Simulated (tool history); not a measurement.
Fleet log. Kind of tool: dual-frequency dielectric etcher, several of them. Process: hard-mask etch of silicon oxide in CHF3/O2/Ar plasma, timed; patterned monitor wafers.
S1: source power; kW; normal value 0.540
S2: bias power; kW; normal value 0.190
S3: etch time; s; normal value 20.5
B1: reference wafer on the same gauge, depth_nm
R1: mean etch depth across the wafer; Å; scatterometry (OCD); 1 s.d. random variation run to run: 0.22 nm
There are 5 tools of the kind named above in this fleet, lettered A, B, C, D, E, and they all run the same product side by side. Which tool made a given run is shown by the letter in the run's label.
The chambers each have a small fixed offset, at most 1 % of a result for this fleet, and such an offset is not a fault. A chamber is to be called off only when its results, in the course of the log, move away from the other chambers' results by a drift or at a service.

| run | hour | S1 | S2 | S3 | B1 | R1 |
|---|---|---|---|---|---|---|
| 1C | 5.1 | 0.540 | 0.190 | 20.5 | 45.038 | 396.09 |
| 2D | 13.0 | 0.540 | 0.190 | 20.5 | 45.036 | 394.31 |
| 3B | 19.4 | 0.540 | 0.190 | 20.5 | 44.942 | 393.11 |
| 4E | 24.2 | 0.540 | 0.190 | 20.5 | 45.058 | 395.53 |
| 5A | 30.7 | 0.540 | 0.190 | 20.5 | 45.007 | 394.58 |
| 6A | 36.6 | 0.540 | 0.190 | 20.5 | 44.986 | 390.58 |
| 7E | 40.4 | 0.540 | 0.190 | 20.5 | 45.030 | 395.88 |
| 8B | 47.9 | 0.540 | 0.190 | 20.5 | 44.989 | 400.97 |
| 9C | 53.5 | 0.610 | 0.190 | 24.0 | 44.998 | 489.66 |
| 10D | 61.4 | 0.610 | 0.190 | 24.0 | 45.076 | 487.63 |
| 11D | 65.8 | 0.610 | 0.190 | 24.0 | 45.016 | 483.39 |
| 12E | 72.1 | 0.610 | 0.190 | 24.0 | 44.983 | 485.98 |
| 13C | 79.9 | 0.610 | 0.190 | 24.0 | 45.008 | 485.70 |
| 14A | 84.6 | 0.540 | 0.190 | 20.5 | 44.991 | 391.77 |
| 15B | 93.0 | 0.540 | 0.190 | 20.5 | 45.036 | 398.16 |
| 16E | 96.7 | 0.540 | 0.190 | 20.5 | 44.992 | 394.34 |
| 17A | 100.8 | 0.540 | 0.190 | 20.5 | 45.038 | 392.84 |
| 18B | 106.0 | 0.540 | 0.190 | 20.5 | 44.983 | 396.17 |
| 19C | 112.2 | 0.540 | 0.190 | 20.5 | 44.960 | 393.47 |
| 20D | 115.9 | 0.610 | 0.190 | 20.5 | 45.061 | 414.81 |
| 21E | 124.0 | 0.610 | 0.190 | 20.5 | 44.993 | 413.27 |
| 22B | 129.5 | 0.610 | 0.190 | 20.5 | 45.013 | 415.54 |
| 23A | 137.9 | 0.610 | 0.190 | 20.5 | 45.053 | 413.05 |
| 24D | 143.5 | 0.610 | 0.190 | 20.5 | 45.011 | 414.55 |
|  | 149.4 | chamber E: source power generator calibrated |
| 25C | 151.5 | 0.540 | 0.190 | 20.5 | 44.989 | 392.69 |
| 26E | 157.8 | 0.540 | 0.190 | 20.5 | 45.005 | 395.64 |
| 27A | 165.4 | 0.540 | 0.190 | 20.5 | 44.969 | 396.97 |
| 28C | 169.2 | 0.540 | 0.190 | 20.5 | 45.007 | 398.59 |
| 29B | 174.6 | 0.540 | 0.190 | 20.5 | 44.974 | 398.81 |
| 30D | 180.1 | 0.540 | 0.166 | 17.5 | 45.002 | 322.76 |
| 31C | 187.3 | 0.540 | 0.166 | 17.5 | 44.936 | 324.53 |
| 32B | 191.3 | 0.540 | 0.166 | 17.5 | 44.971 | 325.21 |
| 33D | 197.1 | 0.540 | 0.166 | 17.5 | 44.961 | 323.35 |
| 34E | 204.3 | 0.540 | 0.166 | 17.5 | 45.046 | 324.68 |
| 35A | 209.5 | 0.540 | 0.190 | 20.5 | 45.048 | 391.20 |
| 36A | 214.3 | 0.540 | 0.190 | 20.5 | 45.007 | 395.17 |
| 37B | 219.0 | 0.540 | 0.190 | 20.5 | 44.988 | 396.82 |
| 38E | 223.1 | 0.540 | 0.190 | 20.5 | 45.023 | 394.76 |
| 39C | 228.5 | 0.540 | 0.190 | 20.5 | 45.006 | 399.46 |
| 40D | 233.1 | 0.540 | 0.190 | 20.5 | 44.988 | 396.14 |
| 41C | 239.2 | 0.540 | 0.190 | 20.5 | 45.019 | 396.42 |
| 42D | 245.4 | 0.540 | 0.190 | 20.5 | 44.984 | 396.39 |
| 43B | 251.3 | 0.540 | 0.190 | 20.5 | 45.045 | 395.52 |

Next, every chamber runs the same settings. What will each give?
| 44A | 257.3 | 0.540 | 0.190 | 20.5 |  | ? |
| 44B | 257.3 | 0.540 | 0.190 | 20.5 |  | ? |
| 44C | 257.3 | 0.540 | 0.190 | 20.5 |  | ? |
| 44D | 257.3 | 0.540 | 0.190 | 20.5 |  | ? |
| 44E | 257.3 | 0.540 | 0.190 | 20.5 |  | ? |

| run | R1 |
|---|---|
| 44A | 391.62 |
| 44B | 398.95 |
| 44C | 396.73 |
| 44D | 394.76 |
| 44E | 395.85 |
